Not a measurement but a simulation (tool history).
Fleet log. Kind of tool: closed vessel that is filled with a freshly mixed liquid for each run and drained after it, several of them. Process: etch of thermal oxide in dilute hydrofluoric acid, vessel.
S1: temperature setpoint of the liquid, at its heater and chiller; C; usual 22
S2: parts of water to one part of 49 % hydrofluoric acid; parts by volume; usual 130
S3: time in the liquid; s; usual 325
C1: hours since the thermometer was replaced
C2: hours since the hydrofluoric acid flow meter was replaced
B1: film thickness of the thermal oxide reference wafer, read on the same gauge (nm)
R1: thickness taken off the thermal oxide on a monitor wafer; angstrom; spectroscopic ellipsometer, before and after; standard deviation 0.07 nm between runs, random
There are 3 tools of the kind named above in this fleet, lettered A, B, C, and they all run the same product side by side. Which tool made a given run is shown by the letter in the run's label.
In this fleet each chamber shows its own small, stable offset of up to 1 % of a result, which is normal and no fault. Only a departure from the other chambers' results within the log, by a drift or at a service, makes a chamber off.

Run 1A, hour 13.8: usual settings; C1 927.2; C2 757.5; B1 90.007. Result: R1 107.670 angstrom.
Run 2C, hour 25.1: usual settings; C1 940.5; C2 513.9; B1 90.002. Result: R1 107.790 angstrom.
Run 3B, hour 39.8: usual settings; C1 742.9; C2 770.8; B1 90.006. Result: R1 105.970 angstrom.
Run 4C, hour 48.9: usual settings; C1 964.3; C2 537.7; B1 89.998. Result: R1 105.680 angstrom.
Run 5A, hour 58.8: usual settings; C1 972.2; C2 802.5; B1 89.981. Result: R1 107.050 angstrom.
Run 6B, hour 73.7: usual settings; C1 776.8; C2 804.7; B1 89.976. Result: R1 107.930 angstrom.
Run 7C, hour 83.3: usual settings; C1 998.7; C2 572.1; B1 90.008. Result: R1 106.480 angstrom.
Run 8A, hour 94.7: usual settings; C1 1008.1; C2 838.4; B1 89.991. Result: R1 108.510 angstrom.
Run 9B, hour 104.0: usual settings; C1 807.1; C2 835.0; B1 89.992. Result: R1 108.170 angstrom.
Run 10C, hour 115.7: usual settings; C1 1031.1; C2 604.5; B1 89.974. Result: R1 107.760 angstrom.
Run 11A, hour 126.9: usual settings; C1 1040.3; C2 870.6; B1 89.985. Result: R1 109.990 angstrom.
Run 12B, hour 133.9: usual settings; C1 837.0; C2 864.9; B1 90.009. Result: R1 105.410 angstrom.
Run 13C, hour 145.1: usual settings but S2 105 parts by volume, S3 185 s; C1 1060.5; C2 633.9; B1 90.000. Result: R1 78.292 angstrom.
Run 14A, hour 157.0: usual settings but S2 105 parts by volume, S3 185 s; C1 1070.4; C2 900.7; B1 89.983. Result: R1 80.934 angstrom.
Run 15B, hour 166.7: usual settings but S2 105 parts by volume, S3 185 s; C1 869.8; C2 897.7; B1 89.998. Result: R1 76.894 angstrom.
Run 16B, hour 178.8: usual settings; C1 881.9; C2 909.8; B1 90.009. Result: R1 106.280 angstrom.
Run 17A, hour 185.4: usual settings; C1 1098.8; C2 929.1; B1 90.016. Result: R1 112.950 angstrom.
Run 18C, hour 198.7: usual settings; C1 1114.1; C2 687.5; B1 90.009. Result: R1 106.450 angstrom.
Run 19A, hour 205.7: usual settings; C1 1119.1; C2 949.4; B1 89.998. Result: R1 112.440 angstrom.
Run 20B, hour 214.6: usual settings; C1 917.7; C2 945.6; B1 90.002. Result: R1 106.630 angstrom.
Run 21C, hour 226.2: usual settings; C1 1141.6; C2 715.0; B1 90.007. Result: R1 106.710 angstrom.
Run 22B, hour 237.6: usual settings; C1 940.7; C2 968.6; B1 89.977. Result: R1 105.140 angstrom.
Run 23C, hour 246.0: usual settings but S2 170 parts by volume, S3 155 s; C1 1161.4; C2 734.8; B1 89.997. Result: R1 37.543 angstrom.
At hour 246.2: chamber B: hydrofluoric acid flow meter replaced.
Run 24A, hour 256.8: usual settings but S2 170 parts by volume, S3 155 s; C1 1170.2; C2 1000.5; B1 90.001. Result: R1 39.487 angstrom.
Run 25B, hour 267.5: usual settings but S2 170 parts by volume, S3 155 s; C1 970.6; C2 21.4; B1 89.983. Result: R1 37.504 angstrom.
Run 26C, hour 277.1: usual settings but S1 19 C; C1 1192.5; C2 765.9; B1 90.016. Result: R1 96.294 angstrom.

Does one chamber stand apart from the rest, does the shared gauge drift, or is all well apart from small per-chamber offsets? Give the chamber and the most likely cause, where there is one.

One chamber, A, drifts off from the rest bit by bit.
Most likely cause: liquid hotter than its thermometer reads (K) = 1.78.
With only this log, it may be confused with: hydrofluoric acid flow above the setpoint (%).

Chamber A could run next with any of the 4 candidate recipes listed below; each alters the usual settings, and their results appear as question marks. Which one brings its results back in line with what the other chambers deliver on the usual settings?
Allowed miss from the other chambers' usual-settings mean, per result, to count as in line: R1 2.500 angstrom
Run 27A-1, hour 287.8: usual settings but S3 315 s. Result: R1 ?.
Run 27A-2, hour 287.8: usual settings but S3 335 s. Result: R1 ?.
Run 27A-3, hour 287.8: usual settings but S2 125 parts by volume, S3 335 s. Result: R1 ?.
Run 27A-4, hour 287.8: usual settings but S2 135 parts by volume, S3 315 s. Result: R1 ?.

Average result of the remaining chambers running the usual settings: R1 106.850 angstrom
  run       R1
27A-1  110.730
27A-2  117.760
27A-3  123.100
27A-4  106.070
27A-4 is the one that brings the chamber's results back in line with the other chambers.
